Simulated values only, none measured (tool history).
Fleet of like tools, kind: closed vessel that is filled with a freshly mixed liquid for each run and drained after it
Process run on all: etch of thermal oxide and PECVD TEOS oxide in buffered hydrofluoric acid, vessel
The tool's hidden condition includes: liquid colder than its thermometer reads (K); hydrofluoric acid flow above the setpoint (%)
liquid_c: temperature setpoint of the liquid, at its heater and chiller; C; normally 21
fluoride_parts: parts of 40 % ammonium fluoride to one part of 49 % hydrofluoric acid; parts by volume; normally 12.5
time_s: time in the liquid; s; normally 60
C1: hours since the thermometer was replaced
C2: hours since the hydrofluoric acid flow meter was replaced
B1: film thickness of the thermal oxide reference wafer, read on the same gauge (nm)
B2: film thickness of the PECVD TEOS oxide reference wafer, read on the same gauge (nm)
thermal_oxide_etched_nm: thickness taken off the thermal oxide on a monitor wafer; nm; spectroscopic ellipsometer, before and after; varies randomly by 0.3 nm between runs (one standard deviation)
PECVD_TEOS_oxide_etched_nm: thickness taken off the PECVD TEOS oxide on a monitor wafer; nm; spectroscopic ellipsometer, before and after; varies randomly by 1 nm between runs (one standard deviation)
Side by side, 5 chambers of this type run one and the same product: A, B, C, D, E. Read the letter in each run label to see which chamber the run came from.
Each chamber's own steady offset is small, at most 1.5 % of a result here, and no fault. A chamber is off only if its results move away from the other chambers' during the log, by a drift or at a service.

Run 1A, hour 3.6: usual settings; C1 194.5; C2 1120.0; B1 139.99; B2 39.992. Result: thermal_oxide_etched_nm 49.083 nm, PECVD_TEOS_oxide_etched_nm 110.020 nm.
Run 2C, hour 6.8: usual settings; C1 443.0; C2 711.7; B1 140.00; B2 40.004. Result: thermal_oxide_etched_nm 48.535 nm, PECVD_TEOS_oxide_etched_nm 110.630 nm.
Run 3D, hour 9.0: usual settings; C1 89.0; C2 1072.0; B1 139.99; B2 39.939. Result: thermal_oxide_etched_nm 48.528 nm, PECVD_TEOS_oxide_etched_nm 110.700 nm.
Run 4B, hour 12.6: usual settings; C1 305.3; C2 501.2; B1 140.00; B2 40.014. Result: thermal_oxide_etched_nm 48.882 nm, PECVD_TEOS_oxide_etched_nm 113.450 nm.
Run 5E, hour 15.2: usual settings; C1 433.1; C2 1469.8; B1 140.00; B2 40.039. Result: thermal_oxide_etched_nm 49.847 nm, PECVD_TEOS_oxide_etched_nm 111.620 nm.
Run 6E, hour 20.0: usual settings; C1 437.9; C2 1474.6; B1 140.00; B2 40.016. Result: thermal_oxide_etched_nm 49.015 nm, PECVD_TEOS_oxide_etched_nm 111.950 nm.
Run 7B, hour 22.6: usual settings; C1 315.3; C2 511.2; B1 140.00; B2 39.983. Result: thermal_oxide_etched_nm 48.413 nm, PECVD_TEOS_oxide_etched_nm 112.180 nm.
Run 8D, hour 25.5: usual settings but liquid_c 23 C, time_s 85 s; C1 105.5; C2 1088.5; B1 139.99; B2 40.032. Result: thermal_oxide_etched_nm 77.453 nm, PECVD_TEOS_oxide_etched_nm 175.570 nm.
Run 9A, hour 30.3: usual settings but liquid_c 23 C, time_s 85 s; C1 221.2; C2 1146.7; B1 139.99; B2 39.952. Result: thermal_oxide_etched_nm 77.271 nm, PECVD_TEOS_oxide_etched_nm 173.440 nm.
Run 10C, hour 34.6: usual settings but liquid_c 23 C, time_s 85 s; C1 470.8; C2 739.5; B1 140.00; B2 40.010. Result: thermal_oxide_etched_nm 77.593 nm, PECVD_TEOS_oxide_etched_nm 177.170 nm.
Run 11D, hour 38.7: usual settings but liquid_c 23 C, time_s 85 s; C1 118.7; C2 1101.7; B1 140.02; B2 39.987. Result: thermal_oxide_etched_nm 76.281 nm, PECVD_TEOS_oxide_etched_nm 177.110 nm.
Run 12C, hour 42.3: usual settings but liquid_c 23 C, time_s 85 s; C1 478.5; C2 747.2; B1 140.01; B2 40.042. Result: thermal_oxide_etched_nm 78.325 nm, PECVD_TEOS_oxide_etched_nm 175.840 nm.
Run 13A, hour 47.1: usual settings; C1 238.0; C2 1163.5; B1 139.99; B2 39.984. Result: thermal_oxide_etched_nm 48.896 nm, PECVD_TEOS_oxide_etched_nm 111.610 nm.
Run 14B, hour 51.5: usual settings; C1 344.2; C2 540.1; B1 140.01; B2 40.006. Result: thermal_oxide_etched_nm 48.539 nm, PECVD_TEOS_oxide_etched_nm 110.930 nm.
Run 15E, hour 54.5: usual settings; C1 472.4; C2 1509.1; B1 139.99; B2 40.071. Result: thermal_oxide_etched_nm 49.616 nm, PECVD_TEOS_oxide_etched_nm 111.840 nm.
Run 16E, hour 59.0: usual settings; C1 476.9; C2 1513.6; B1 140.01; B2 40.018. Result: thermal_oxide_etched_nm 49.863 nm, PECVD_TEOS_oxide_etched_nm 109.420 nm.
Run 17B, hour 61.9: usual settings; C1 354.6; C2 550.5; B1 140.00; B2 40.021. Result: thermal_oxide_etched_nm 48.484 nm, PECVD_TEOS_oxide_etched_nm 111.360 nm.
Run 18D, hour 65.8: usual settings but fluoride_parts 14.5 parts by volume, time_s 90 s; C1 145.8; C2 1128.8; B1 139.98; B2 40.001. Result: thermal_oxide_etched_nm 62.570 nm, PECVD_TEOS_oxide_etched_nm 144.590 nm.
Run 19C, hour 68.1: usual settings but fluoride_parts 14.5 parts by volume, time_s 90 s; C1 504.3; C2 773.0; B1 140.01; B2 40.000. Result: thermal_oxide_etched_nm 63.485 nm, PECVD_TEOS_oxide_etched_nm 147.330 nm.
Run 20A, hour 72.9: usual settings but fluoride_parts 14.5 parts by volume, time_s 90 s; C1 263.8; C2 1189.3; B1 140.00; B2 40.022. Result: thermal_oxide_etched_nm 63.513 nm, PECVD_TEOS_oxide_etched_nm 143.120 nm.
Run 21C, hour 77.5: usual settings but fluoride_parts 14.5 parts by volume, time_s 90 s; C1 513.7; C2 782.4; B1 139.97; B2 39.973. Result: thermal_oxide_etched_nm 63.748 nm, PECVD_TEOS_oxide_etched_nm 143.980 nm.
Run 22B, hour 81.4: usual settings but fluoride_parts 14.5 parts by volume, time_s 90 s; C1 374.1; C2 570.0; B1 140.00; B2 40.007. Result: thermal_oxide_etched_nm 63.708 nm, PECVD_TEOS_oxide_etched_nm 146.570 nm.
Run 23A, hour 83.5: usual settings; C1 274.4; C2 1199.9; B1 140.00; B2 39.996. Result: thermal_oxide_etched_nm 49.087 nm, PECVD_TEOS_oxide_etched_nm 111.360 nm.
Run 24D, hour 87.6: usual settings; C1 167.6; C2 1150.6; B1 139.99; B2 39.969. Result: thermal_oxide_etched_nm 48.766 nm, PECVD_TEOS_oxide_etched_nm 111.790 nm.
Run 25E, hour 92.1: usual settings; C1 510.0; C2 1546.7; B1 140.01; B2 39.986. Result: thermal_oxide_etched_nm 49.241 nm, PECVD_TEOS_oxide_etched_nm 114.160 nm.
Run 26A, hour 96.1: usual settings but fluoride_parts 16.5 parts by volume, time_s 50 s; C1 287.0; C2 1212.5; B1 140.00; B2 40.012. Result: thermal_oxide_etched_nm 31.316 nm, PECVD_TEOS_oxide_etched_nm 70.725 nm.
Run 27D, hour 100.8: usual settings but fluoride_parts 16.5 parts by volume, time_s 50 s; C1 180.8; C2 1163.8; B1 139.99; B2 40.025. Result: thermal_oxide_etched_nm 31.007 nm, PECVD_TEOS_oxide_etched_nm 71.732 nm.
Run 28E, hour 104.9: usual settings but fluoride_parts 16.5 parts by volume, time_s 50 s; C1 522.8; C2 1559.5; B1 139.99; B2 39.963. Result: thermal_oxide_etched_nm 31.331 nm, PECVD_TEOS_oxide_etched_nm 70.834 nm.
Run 29C, hour 108.1: usual settings but fluoride_parts 16.5 parts by volume, time_s 50 s; C1 544.3; C2 813.0; B1 140.02; B2 39.993. Result: thermal_oxide_etched_nm 31.306 nm, PECVD_TEOS_oxide_etched_nm 70.939 nm.
Run 30B, hour 112.8: usual settings but fluoride_parts 16.5 parts by volume, time_s 50 s; C1 405.5; C2 601.4; B1 139.98; B2 40.013. Result: thermal_oxide_etched_nm 30.902 nm, PECVD_TEOS_oxide_etched_nm 70.875 nm.
At hour 115.5: chamber E: hydrofluoric acid flow meter replaced.
Run 31D, hour 115.5: usual settings but liquid_c 25 C; C1 195.5; C2 1178.5; B1 139.99; B2 40.011. Result: thermal_oxide_etched_nm 60.847 nm, PECVD_TEOS_oxide_etched_nm 138.970 nm.
Run 32B, hour 119.8: usual settings but liquid_c 25 C; C1 412.5; C2 608.4; B1 139.98; B2 40.012. Result: thermal_oxide_etched_nm 60.257 nm, PECVD_TEOS_oxide_etched_nm 136.030 nm.
Run 33E, hour 124.0: usual settings but liquid_c 25 C; C1 541.9; C2 8.5; B1 139.99; B2 40.031. Result: thermal_oxide_etched_nm 61.605 nm, PECVD_TEOS_oxide_etched_nm 141.010 nm.
Run 34C, hour 127.2: usual settings but liquid_c 25 C; C1 563.4; C2 832.1; B1 139.97; B2 40.001. Result: thermal_oxide_etched_nm 61.498 nm, PECVD_TEOS_oxide_etched_nm 136.880 nm.
Run 35A, hour 129.9: usual settings but liquid_c 25 C; C1 320.8; C2 1246.3; B1 140.00; B2 40.047. Result: thermal_oxide_etched_nm 60.833 nm, PECVD_TEOS_oxide_etched_nm 138.150 nm.
Run 36B, hour 132.8: usual settings; C1 425.5; C2 621.4; B1 139.97; B2 40.033. Result: thermal_oxide_etched_nm 48.863 nm, PECVD_TEOS_oxide_etched_nm 112.460 nm.
Run 37A, hour 135.0: usual settings but liquid_c 25 C; C1 325.9; C2 1251.4; B1 140.00; B2 40.004. Result: thermal_oxide_etched_nm 61.179 nm, PECVD_TEOS_oxide_etched_nm 137.590 nm.
Run 38D, hour 137.9: usual settings but liquid_c 25 C; C1 217.9; C2 1200.9; B1 140.00; B2 40.058. Result: thermal_oxide_etched_nm 60.546 nm, PECVD_TEOS_oxide_etched_nm 140.230 nm.

Next, all 5 chambers run the settings below, one line each with question marks for the results. What does each chamber give?
Run 39A, hour 141.4: usual settings but fluoride_parts 17.0 parts by volume. Result: thermal_oxide_etched_nm ?, PECVD_TEOS_oxide_etched_nm ?.
Run 39B, hour 141.4: usual settings but fluoride_parts 17.0 parts by volume. Result: thermal_oxide_etched_nm ?, PECVD_TEOS_oxide_etched_nm ?.
Run 39C, hour 141.4: usual settings but fluoride_parts 17.0 parts by volume. Result: thermal_oxide_etched_nm ?, PECVD_TEOS_oxide_etched_nm ?.
Run 39D, hour 141.4: usual settings but fluoride_parts 17.0 parts by volume. Result: thermal_oxide_etched_nm ?, PECVD_TEOS_oxide_etched_nm ?.
Run 39E, hour 141.4: usual settings but fluoride_parts 17.0 parts by volume. Result: thermal_oxide_etched_nm ?, PECVD_TEOS_oxide_etched_nm ?.

run  thermal_oxide_etched_nm  PECVD_TEOS_oxide_etched_nm
39A                   36.032                      82.050
39B                   36.056                      82.307
39C                   35.497                      82.155
39D                   35.872                      83.192
39E                   36.308                      81.383

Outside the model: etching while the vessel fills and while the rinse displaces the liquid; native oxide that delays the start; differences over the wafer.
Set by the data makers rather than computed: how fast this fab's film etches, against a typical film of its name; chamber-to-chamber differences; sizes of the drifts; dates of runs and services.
